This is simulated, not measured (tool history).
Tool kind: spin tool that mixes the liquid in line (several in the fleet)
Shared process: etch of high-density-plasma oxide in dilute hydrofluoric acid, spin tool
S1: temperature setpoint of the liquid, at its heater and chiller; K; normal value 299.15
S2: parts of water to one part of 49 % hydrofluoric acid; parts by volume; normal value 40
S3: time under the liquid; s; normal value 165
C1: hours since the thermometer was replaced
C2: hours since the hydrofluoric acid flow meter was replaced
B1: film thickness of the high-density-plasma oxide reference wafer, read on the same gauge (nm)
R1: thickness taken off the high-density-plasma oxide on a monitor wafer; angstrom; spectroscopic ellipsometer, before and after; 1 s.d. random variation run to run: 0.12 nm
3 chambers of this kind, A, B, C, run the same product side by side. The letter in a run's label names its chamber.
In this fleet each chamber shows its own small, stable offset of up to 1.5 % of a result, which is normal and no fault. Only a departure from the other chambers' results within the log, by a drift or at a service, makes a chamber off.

| run | hour | S1 | S2 | S3 | C1 | C2 | B1 | R1 |
|---|---|---|---|---|---|---|---|---|
| 1A | 8.5 | 299.15 | 40 | 165 | 744.8 | 687.4 | 149.98 | 357.87 |
| 2B | 22.0 | 299.15 | 40 | 165 | 847.5 | 1798.2 | 149.98 | 362.43 |
| 3C | 31.1 | 299.15 | 40 | 165 | 398.5 | 419.8 | 149.96 | 352.77 |
| 4C | 43.8 | 299.15 | 40 | 165 | 411.2 | 432.5 | 150.03 | 350.87 |
| 5A | 50.6 | 299.15 | 40 | 165 | 786.9 | 729.5 | 149.99 | 358.04 |
| 6B | 61.1 | 299.15 | 40 | 165 | 886.6 | 1837.3 | 149.99 | 361.94 |
| 7C | 71.7 | 299.15 | 40 | 165 | 439.1 | 460.4 | 149.98 | 352.93 |
| 8B | 80.6 | 299.15 | 40 | 165 | 906.1 | 1856.8 | 150.00 | 363.08 |
| 9A | 89.6 | 299.15 | 40 | 165 | 825.9 | 768.5 | 150.01 | 355.62 |
| 10C | 99.0 | 299.15 | 40 | 165 | 466.4 | 487.7 | 150.00 | 353.50 |
| 11B | 112.0 | 299.15 | 40 | 165 | 937.5 | 1888.2 | 150.00 | 364.04 |
| 12A | 120.7 | 299.15 | 40 | 165 | 857.0 | 799.6 | 150.00 | 356.49 |
| 13A | 133.0 | 299.15 | 40 | 165 | 869.3 | 811.9 | 150.01 | 358.18 |
| 14C | 141.7 | 299.15 | 40 | 165 | 509.1 | 530.4 | 150.01 | 353.95 |
| 15B | 150.7 | 299.15 | 40 | 165 | 976.2 | 1926.9 | 150.03 | 360.73 |
| 16B | 164.2 | 299.15 | 40 | 165 | 989.7 | 1940.4 | 149.99 | 362.30 |
| 17A | 178.0 | 299.15 | 40 | 165 | 914.3 | 856.9 | 150.01 | 358.75 |
| 18C | 184.8 | 299.15 | 40 | 165 | 552.2 | 573.5 | 150.00 | 352.99 |
| 19C | 196.7 | 297.65 | 40 | 165 | 564.1 | 585.4 | 149.99 | 329.78 |
| 20B | 210.0 | 297.65 | 40 | 165 | 1035.5 | 1986.2 | 149.98 | 341.42 |
| 21A | 221.5 | 297.65 | 40 | 165 | 957.8 | 900.4 | 150.00 | 338.14 |
| 22B | 233.4 | 299.15 | 40 | 165 | 1058.9 | 2009.6 | 149.99 | 362.16 |
| 23C | 247.0 | 303.15 | 40 | 165 | 614.4 | 635.7 | 149.99 | 414.25 |
| 24A | 254.6 | 303.15 | 40 | 165 | 990.9 | 933.5 | 150.02 | 420.18 |
| 25C | 264.7 | 303.15 | 40 | 165 | 632.1 | 653.4 | 150.01 | 413.46 |
| 26B | 278.4 | 299.15 | 40 | 165 | 1103.9 | 2054.6 | 150.01 | 360.95 |
| 27A | 292.4 | 299.15 | 40 | 165 | 1028.7 | 971.3 | 150.01 | 358.11 |
| 28A | 306.7 | 299.15 | 40 | 165 | 1043.0 | 985.6 | 150.02 | 356.28 |
| 29B | 313.6 | 299.15 | 40 | 165 | 1139.1 | 2089.8 | 149.99 | 363.10 |
| 30C | 322.9 | 299.15 | 40 | 165 | 690.3 | 711.6 | 150.02 | 352.13 |
| 31B | 332.0 | 299.15 | 40 | 165 | 1157.5 | 2108.2 | 150.00 | 360.11 |
| 32C | 338.3 | 299.15 | 40 | 165 | 705.7 | 727.0 | 149.99 | 353.21 |
| 33A | 351.3 | 299.15 | 40 | 165 | 1087.6 | 1030.2 | 149.98 | 355.44 |
| 34C | 359.0 | 299.15 | 40 | 165 | 726.4 | 747.7 | 150.00 | 353.47 |

Each of the 3 chambers runs these same settings next. Fill in every chamber's results:
| 35A | 369.3 | 299.15 | 30 | 165 |  |  |  | ? |
| 35B | 369.3 | 299.15 | 30 | 165 |  |  |  | ? |
| 35C | 369.3 | 299.15 | 30 | 165 |  |  |  | ? |

| run | R1 |
|---|---|
| 35A | 479.81 |
| 35B | 486.20 |
| 35C | 478.31 |

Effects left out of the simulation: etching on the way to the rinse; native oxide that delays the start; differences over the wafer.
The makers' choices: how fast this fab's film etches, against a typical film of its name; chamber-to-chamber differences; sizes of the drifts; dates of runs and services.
